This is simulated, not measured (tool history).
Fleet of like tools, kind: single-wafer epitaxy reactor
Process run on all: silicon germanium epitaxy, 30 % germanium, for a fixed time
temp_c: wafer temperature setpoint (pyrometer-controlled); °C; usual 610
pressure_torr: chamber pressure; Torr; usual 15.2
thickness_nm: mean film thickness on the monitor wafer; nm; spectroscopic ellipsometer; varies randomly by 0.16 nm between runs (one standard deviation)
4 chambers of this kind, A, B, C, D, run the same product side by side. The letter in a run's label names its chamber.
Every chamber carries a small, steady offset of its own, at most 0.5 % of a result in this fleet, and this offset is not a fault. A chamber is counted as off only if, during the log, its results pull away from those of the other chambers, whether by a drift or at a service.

run	day	temp_c	pressure_torr	hours since the last pyrometer calibration	hours since the last manometer calibration	read-back reference wafer on the same gauge, thickness_nm	thickness_nm
1B	0.238	610	15.2	251.9	1713.7	73.517	63.180
2D	0.558	610	15.2	848.0	1769.7	73.520	63.179
3A	0.888	610	15.2	440.9	1555.9	73.489	62.739
4C	1.221	610	15.2	1266.3	60.9	73.474	63.273
5D	1.571	610	15.2	872.3	1794.0	73.540	63.288
6A	1.804	610	15.2	462.9	1577.9	73.565	63.083
7B	2.154	610	15.2	297.9	1759.7	73.476	63.022
8C	2.467	610	15.2	1296.2	90.8	73.513	63.353
9C	2.950	610	15.2	1307.8	102.4	73.525	63.358
10B	3.308	610	15.2	325.6	1787.4	73.523	63.173
11A	3.633	610	15.2	506.8	1621.8	73.485	62.947
12D	3.996	610	15.2	930.5	1852.2	73.525	63.154
13A	4.425	610	15.2	525.8	1640.8	73.507	62.908
14C	4.650	610	15.2	1348.6	143.2	73.513	63.100
# day 4.721: chamber D: capacitance manometer re-zeroed and calibrated
15D	4.925	610	15.2	952.8	4.9	73.476	61.300
16B	5.146	610	15.2	369.7	1831.5	73.476	63.172
17C	5.642	610	18.8	1372.4	167.0	73.514	68.645
18A	5.929	610	18.8	561.9	1676.9	73.572	68.594
19B	6.200	610	18.8	395.0	1856.8	73.500	68.589
20D	6.554	610	18.8	991.9	44.0	73.520	66.627
21D	6.804	610	15.2	997.9	50.0	73.439	61.308
22B	7.221	610	15.2	419.5	1881.3	73.481	63.209
23C	7.450	610	15.2	1415.8	210.4	73.499	63.160
24A	7.875	610	15.2	608.6	1723.6	73.512	63.304
25A	8.204	610	15.2	616.5	1731.5	73.518	62.724
26B	8.608	610	15.2	452.8	1914.6	73.495	63.062
27D	8.967	610	15.2	1049.8	101.9	73.527	61.186
28C	9.433	621	13.3	1463.4	258.0	73.474	72.198
29D	9.662	621	13.3	1066.5	118.6	73.509	70.516
30B	9.933	621	13.3	484.6	1946.4	73.480	72.838
31C	10.396	621	13.3	1486.5	281.1	73.501	72.705
32A	10.692	601	15.2	676.2	1791.2	73.500	53.246
33A	11.008	601	15.2	683.8	1798.8	73.518	53.163
34C	11.492	601	15.2	1512.8	307.4	73.517	53.631
35D	11.875	601	15.2	1119.6	171.7	73.491	51.874
36B	12.362	610	15.2	542.9	2004.7	73.488	63.041
37D	12.817	610	15.2	1142.2	194.3	73.481	61.338
38B	13.046	610	15.2	559.3	2021.1	73.506	63.279
39C	13.438	596	18.6	1559.5	354.1	73.519	53.106
40A	13.846	596	18.6	751.9	1866.9	73.539	52.688
41D	14.188	596	18.6	1175.1	227.2	73.498	51.711
42C	14.421	596	18.6	1583.1	377.7	73.517	53.035
43A	14.717	610	15.2	772.8	1887.8	73.495	63.244

One chamber off, gauge drift, or nothing amiss beyond the chambers' own small offsets? If it is a chamber, which one, and what is the likeliest cause?

The work done on chamber D during a service left it standing apart from the others.
Most likely cause: true pressure below the setpoint (%) = 7.94.

Below are 4 candidate recipes for chamber D's next run, each the usual settings with a change, their results shown as question marks. Which of them brings D's results back in line with what the other chambers give on the usual settings?
Allowed miss from the other chambers' usual-settings mean, per result, to count as in line: thickness_nm 0.570 nm
44D-1	15.079	610	14.0				?
44D-2	15.079	610	16.4				?
44D-3	15.079	610	13.5				?
44D-4	15.079	610	17.1				?

The other chambers' mean on the usual settings: thickness_nm 63.062 nm
run	thickness_nm
44D-1	59.150
44D-2	62.930
44D-3	58.316
44D-4	63.970
The right change is 44D-2: it brings the chamber back within the allowed miss of the others.
